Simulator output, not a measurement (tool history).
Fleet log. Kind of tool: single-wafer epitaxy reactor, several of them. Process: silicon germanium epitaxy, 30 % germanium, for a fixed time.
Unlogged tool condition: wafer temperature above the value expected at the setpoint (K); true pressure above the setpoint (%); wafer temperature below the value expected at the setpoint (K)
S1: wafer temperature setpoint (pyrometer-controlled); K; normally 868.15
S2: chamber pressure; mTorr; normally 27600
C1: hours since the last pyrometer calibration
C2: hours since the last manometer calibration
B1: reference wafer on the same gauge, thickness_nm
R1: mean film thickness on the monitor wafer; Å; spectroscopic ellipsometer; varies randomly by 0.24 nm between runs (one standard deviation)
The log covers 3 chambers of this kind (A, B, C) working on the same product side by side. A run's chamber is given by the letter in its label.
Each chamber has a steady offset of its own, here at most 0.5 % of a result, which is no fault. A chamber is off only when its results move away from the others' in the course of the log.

run,hour,S1,S2,C1,C2,B1,R1
1B,4.5,868.15,27600,1508.3,181.9,67.617,613.7
2A,8.7,868.15,27600,2060.7,1953.1,67.596,610.33
3C,12.8,868.15,27600,1304.3,1307.5,67.502,612.34
4B,17.6,868.15,27600,1521.4,195,67.65,611.87
5C,21.7,868.15,27600,1313.2,1316.4,67.598,605.9
6A,25.5,858.15,33600,2077.5,1969.9,67.568,548.96
7A,29.5,858.15,33600,2081.5,1973.9,67.624,551.77
8C,34.8,858.15,33600,1326.3,1329.5,67.598,542.89
9B,38,868.15,27600,1541.8,215.4,67.571,621.21
10B,41.2,868.15,27600,1545,218.6,67.599,621.18
11C,45.6,868.15,27600,1337.1,1340.3,67.586,605.9
12A,49.5,868.15,27600,2101.5,1993.9,67.583,614.05
13A,52.1,868.15,31300,2104.1,1996.5,67.581,646.18
14C,55.5,868.15,31300,1347,1350.2,67.603,641.38
15B,58.3,868.15,31300,1562.1,235.7,67.572,661.04
16C,62.6,868.15,27600,1354.1,1357.3,67.569,604.16
17A,67.9,873.15,21200,2119.9,2012.3,67.586,603.25
18B,71.1,873.15,21200,1574.9,248.5,67.687,625.48
19C,75.7,873.15,21200,1367.2,1370.4,67.612,601.98
20A,78.2,868.15,27600,2130.2,2022.6,67.653,614.52
21B,81.3,868.15,27600,1585.1,258.7,67.57,639.15
22A,84.6,868.15,27600,2136.6,2029,67.52,616.18

Predict what each chamber gives when all 3 of them run the settings below next.
23A,88.5,868.15,27600,,,,?
23B,88.5,868.15,27600,,,,?
23C,88.5,868.15,27600,,,,?

run,R1
23A,615.85
23B,640.49
23C,609.29

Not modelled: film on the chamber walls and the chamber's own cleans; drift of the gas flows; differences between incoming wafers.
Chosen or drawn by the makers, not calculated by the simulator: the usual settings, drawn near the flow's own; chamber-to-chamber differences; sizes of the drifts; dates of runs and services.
